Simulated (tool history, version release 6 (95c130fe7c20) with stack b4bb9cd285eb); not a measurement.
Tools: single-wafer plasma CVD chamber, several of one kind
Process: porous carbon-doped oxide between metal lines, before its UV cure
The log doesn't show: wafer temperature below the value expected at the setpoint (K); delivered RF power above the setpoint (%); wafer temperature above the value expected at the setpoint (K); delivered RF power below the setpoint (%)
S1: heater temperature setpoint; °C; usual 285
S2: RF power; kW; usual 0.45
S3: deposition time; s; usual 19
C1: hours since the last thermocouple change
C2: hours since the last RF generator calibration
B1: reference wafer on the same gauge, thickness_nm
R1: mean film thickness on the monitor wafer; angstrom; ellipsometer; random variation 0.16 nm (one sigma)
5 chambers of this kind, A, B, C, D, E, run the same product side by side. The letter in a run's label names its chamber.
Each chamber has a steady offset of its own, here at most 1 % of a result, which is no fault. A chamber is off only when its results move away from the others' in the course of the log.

| run | hour | S1 | S2 | S3 | C1 | C2 | B1 | R1 |
|---|---|---|---|---|---|---|---|---|
| 1D | 5.8 | 285 | 0.45 | 19 | 1401 | 215.6 | 126.04 | 1061.5 |
| 2E | 14 | 285 | 0.45 | 19 | 1200.9 | 1048.3 | 125.98 | 1049.6 |
| 3C | 18.7 | 285 | 0.45 | 19 | 1314.5 | 1076 | 126.06 | 1059.1 |
|  | 19.6 | chamber D: thermocouple changed; heater temperature recalibrated |
| 4B | 24.4 | 285 | 0.45 | 19 | 2472.4 | 168.7 | 126.08 | 1056 |
| 5A | 33.7 | 285 | 0.45 | 17.6 | 1113.3 | 1167.3 | 126.06 | 986.27 |
| 6A | 38.9 | 285 | 0.45 | 17.6 | 1118.5 | 1172.5 | 126.11 | 987.05 |
| 7E | 45 | 285 | 0.45 | 17.6 | 1231.9 | 1079.3 | 126.08 | 973.42 |
| 8D | 51.5 | 285 | 0.45 | 17.6 | 31.9 | 261.3 | 126.18 | 985.14 |
| 9C | 56 | 285 | 0.45 | 17.6 | 1351.8 | 1113.3 | 126.17 | 987.64 |
| 10B | 64.8 | 285 | 0.45 | 19 | 2512.8 | 209.1 | 126.18 | 1056.9 |
| 11E | 70.6 | 285 | 0.45 | 19 | 1257.5 | 1104.9 | 126.2 | 1052.7 |
| 12C | 79.8 | 285 | 0.45 | 19 | 1375.6 | 1137.1 | 126.23 | 1063.1 |
| 13D | 84 | 285 | 0.45 | 19 | 64.4 | 293.8 | 126.24 | 1062.2 |
|  | 87.9 | chamber A: thermocouple changed; heater temperature recalibrated |
| 14A | 93.2 | 285 | 0.45 | 19 | 5.3 | 1226.8 | 126.22 | 1062.2 |
| 15B | 99.5 | 285 | 0.45 | 19 | 2547.5 | 243.8 | 126.28 | 1056.5 |
| 16C | 107.3 | 285 | 0.45 | 19 | 1403.1 | 1164.6 | 126.32 | 1058 |
| 17E | 115.7 | 290 | 0.45 | 19 | 1302.6 | 1150 | 126.28 | 1018.6 |
| 18D | 122.2 | 290 | 0.45 | 19 | 102.6 | 332 | 126.4 | 1028.6 |
| 19B | 127.9 | 290 | 0.45 | 19 | 2575.9 | 272.2 | 126.37 | 1029.9 |
| 20A | 136.8 | 290 | 0.45 | 19 | 48.9 | 1270.4 | 126.37 | 1032.3 |
| 21D | 142.8 | 290 | 0.45 | 19 | 123.2 | 352.6 | 126.39 | 1029.5 |
| 22E | 150.5 | 285 | 0.45 | 19 | 1337.4 | 1184.8 | 126.44 | 1050.1 |
| 23C | 156.3 | 285 | 0.45 | 19 | 1452.1 | 1213.6 | 126.46 | 1063.8 |
| 24B | 165.3 | 273 | 0.505 | 19 | 2613.3 | 309.6 | 126.47 | 1241 |
| 25A | 173 | 273 | 0.505 | 19 | 85.1 | 1306.6 | 126.47 | 1244.8 |
|  | 178.5 | chamber C: RF generator calibrated |
| 26B | 179.2 | 273 | 0.505 | 19 | 2627.2 | 323.5 | 126.48 | 1245.1 |
| 27D | 184.7 | 273 | 0.505 | 19 | 165.1 | 394.5 | 126.52 | 1240.2 |
| 28A | 189.8 | 273 | 0.505 | 19 | 101.9 | 1323.4 | 126.53 | 1247.7 |
| 29E | 195 | 285 | 0.45 | 19 | 1381.9 | 1229.3 | 126.51 | 1052.1 |
| 30C | 201.6 | 285 | 0.45 | 19 | 1497.4 | 23.2 | 126.59 | 1065.9 |
| 31E | 209.6 | 285 | 0.45 | 19 | 1396.5 | 1243.9 | 126.58 | 1051.7 |
| 32C | 214.8 | 285 | 0.45 | 19 | 1510.6 | 36.4 | 126.57 | 1065.3 |
| 33B | 219.6 | 285 | 0.45 | 19 | 2667.6 | 363.9 | 126.62 | 1061.1 |
| 34D | 224.9 | 285 | 0.45 | 19 | 205.3 | 434.7 | 126.61 | 1064.8 |
| 35A | 229.2 | 285 | 0.45 | 19 | 141.3 | 1362.8 | 126.67 | 1063.5 |
| 36C | 238.3 | 285 | 0.45 | 19 | 1534.1 | 59.9 | 126.63 | 1061.5 |
| 37A | 247.1 | 285 | 0.45 | 19 | 159.2 | 1380.7 | 126.64 | 1065.4 |
| 38B | 256.4 | 296 | 0.45 | 20.7 | 2704.4 | 400.7 | 126.71 | 1081.2 |
| 39E | 265.2 | 296 | 0.45 | 20.7 | 1452.1 | 1299.5 | 126.76 | 1074.9 |
| 40D | 269.2 | 296 | 0.45 | 20.7 | 249.6 | 479 | 126.73 | 1083.4 |

All 5 chambers run these settings next. Forecast each chamber's results:
| 41A | 276 | 285 | 0.385 | 19 |  |  |  | ? |
| 41B | 276 | 285 | 0.385 | 19 |  |  |  | ? |
| 41C | 276 | 285 | 0.385 | 19 |  |  |  | ? |
| 41D | 276 | 285 | 0.385 | 19 |  |  |  | ? |
| 41E | 276 | 285 | 0.385 | 19 |  |  |  | ? |

| run | R1 |
|---|---|
| 41A | 941.67 |
| 41B | 939.71 |
| 41C | 945.7 |
| 41D | 943.57 |
| 41E | 934.9 |
